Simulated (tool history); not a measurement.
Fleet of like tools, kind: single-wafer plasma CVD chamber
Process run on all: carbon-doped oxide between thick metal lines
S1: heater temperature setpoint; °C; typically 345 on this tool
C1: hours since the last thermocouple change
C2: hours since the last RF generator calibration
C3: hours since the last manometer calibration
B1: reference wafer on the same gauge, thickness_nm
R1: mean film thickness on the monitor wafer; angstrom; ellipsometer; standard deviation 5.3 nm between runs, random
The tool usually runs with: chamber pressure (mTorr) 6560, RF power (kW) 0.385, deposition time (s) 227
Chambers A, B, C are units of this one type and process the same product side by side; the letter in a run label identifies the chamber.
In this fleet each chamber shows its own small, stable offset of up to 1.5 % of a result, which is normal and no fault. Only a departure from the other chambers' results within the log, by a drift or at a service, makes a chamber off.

Run 1A, hour 11.4: usual settings; C1 338.5; C2 971.5; C3 568; B1 829.6. Result: R1 9875.8 angstrom.
Run 2C, hour 21.6: usual settings; C1 1085.3; C2 523.6; C3 2236; B1 829.49. Result: R1 10144 angstrom.
Run 3B, hour 28.6: usual settings; C1 902.8; C2 753.8; C3 1407.7; B1 829.52. Result: R1 9903.4 angstrom.
Run 4C, hour 34.7: usual settings; C1 1098.4; C2 536.7; C3 2249.1; B1 830.34. Result: R1 10019 angstrom.
Run 5B, hour 43.5: usual settings; C1 917.7; C2 768.7; C3 1422.6; B1 830.24. Result: R1 9994.7 angstrom.
Run 6A, hour 53.7: usual settings; C1 380.8; C2 1013.8; C3 610.3; B1 829.81. Result: R1 9824.1 angstrom.
Run 7B, hour 59.1: usual settings but S1 339 °C, RF power (kW) 0.36; C1 933.3; C2 784.3; C3 1438.2; B1 830.16. Result: R1 9605.7 angstrom.
Run 8A, hour 65.8: usual settings but S1 339 °C, RF power (kW) 0.36; C1 392.9; C2 1025.9; C3 622.4; B1 828.8. Result: R1 9528.2 angstrom.
Run 9C, hour 74.8: usual settings but S1 339 °C, RF power (kW) 0.36; C1 1138.5; C2 576.8; C3 2289.2; B1 830.15. Result: R1 9696 angstrom.
Run 10B, hour 81.7: usual settings; C1 955.9; C2 806.9; C3 1460.8; B1 829.25. Result: R1 10009 angstrom.
Run 11A, hour 93.1: usual settings; C1 420.2; C2 1053.2; C3 649.7; B1 830.98. Result: R1 9857.2 angstrom.
Run 12C, hour 103.6: usual settings; C1 1167.3; C2 605.6; C3 2318; B1 829.92. Result: R1 9901.3 angstrom.
Run 13A, hour 109.2: usual settings; C1 436.3; C2 1069.3; C3 665.8; B1 829.73. Result: R1 9945 angstrom.
Run 14C, hour 120.4: usual settings but chamber pressure (mTorr) 7820, RF power (kW) 0.42; C1 1184.1; C2 622.4; C3 2334.8; B1 828.6. Result: R1 10630 angstrom.
Run 15B, hour 130.8: usual settings but chamber pressure (mTorr) 7820, RF power (kW) 0.42; C1 1005; C2 856; C3 1509.9; B1 829.64. Result: R1 10768 angstrom.
Run 16B, hour 137.5: usual settings but chamber pressure (mTorr) 7820, RF power (kW) 0.42; C1 1011.7; C2 862.7; C3 1516.6; B1 830.18. Result: R1 10687 angstrom.
Run 17A, hour 145.1: usual settings; C1 472.2; C2 1105.2; C3 701.7; B1 830.23. Result: R1 9849.2 angstrom.
Run 18C, hour 151.3: usual settings but S1 333 °C, chamber pressure (mTorr) 5200; C1 1215; C2 653.3; C3 2365.7; B1 830.33. Result: R1 9821.7 angstrom.
At hour 157.4: chamber C: capacitance manometer re-zeroed and calibrated.
Run 19B, hour 159.5: usual settings but S1 333 °C, chamber pressure (mTorr) 5200; C1 1033.7; C2 884.7; C3 1538.6; B1 829.81. Result: R1 10095 angstrom.
Run 20A, hour 167.1: usual settings but S1 333 °C, chamber pressure (mTorr) 5200; C1 494.2; C2 1127.2; C3 723.7; B1 829.69. Result: R1 9958 angstrom.
Run 21C, hour 172.4: usual settings; C1 1236.1; C2 674.4; C3 15; B1 829.85. Result: R1 9591.8 angstrom.

Has any chamber moved away from the others, gradually or after a service, or does the common gauge drift, or do the chambers differ only by their own small steady offsets? State the chamber and the most likely cause if one applies.

It is chamber C that slowly wanders off from its peers.
What lies behind it: delivered RF power below the setpoint (%) = 6.39.

Chamber C could run next with any of the 4 candidate recipes listed below; each alters the usual settings, and their results appear as question marks. Which one brings its results back in line with what the other chambers deliver on the usual settings?
Maximum distance from the other chambers' mean on the usual settings for a result to count as in line: R1 180 angstrom
Run 22C-1, hour 180.7: usual settings but S1 346 °C, chamber pressure (mTorr) 6520, RF power (kW) 0.375, deposition time (s) 217. Result: R1 ?.
Run 22C-2, hour 180.7: usual settings but S1 324 °C. Result: R1 ?.
Run 22C-3, hour 180.7: usual settings but S1 344 °C, deposition time (s) 235. Result: R1 ?.
Run 22C-4, hour 180.7: usual settings but S1 346 °C, deposition time (s) 219. Result: R1 ?.

The mean the other chambers reach with the usual settings: R1 9917.7 angstrom
  run      R1
22C-1  8944.2
22C-2   10205
22C-3  9938.6
22C-4  9213.6
22C-3 is the one that brings the chamber's results back in line with the other chambers.
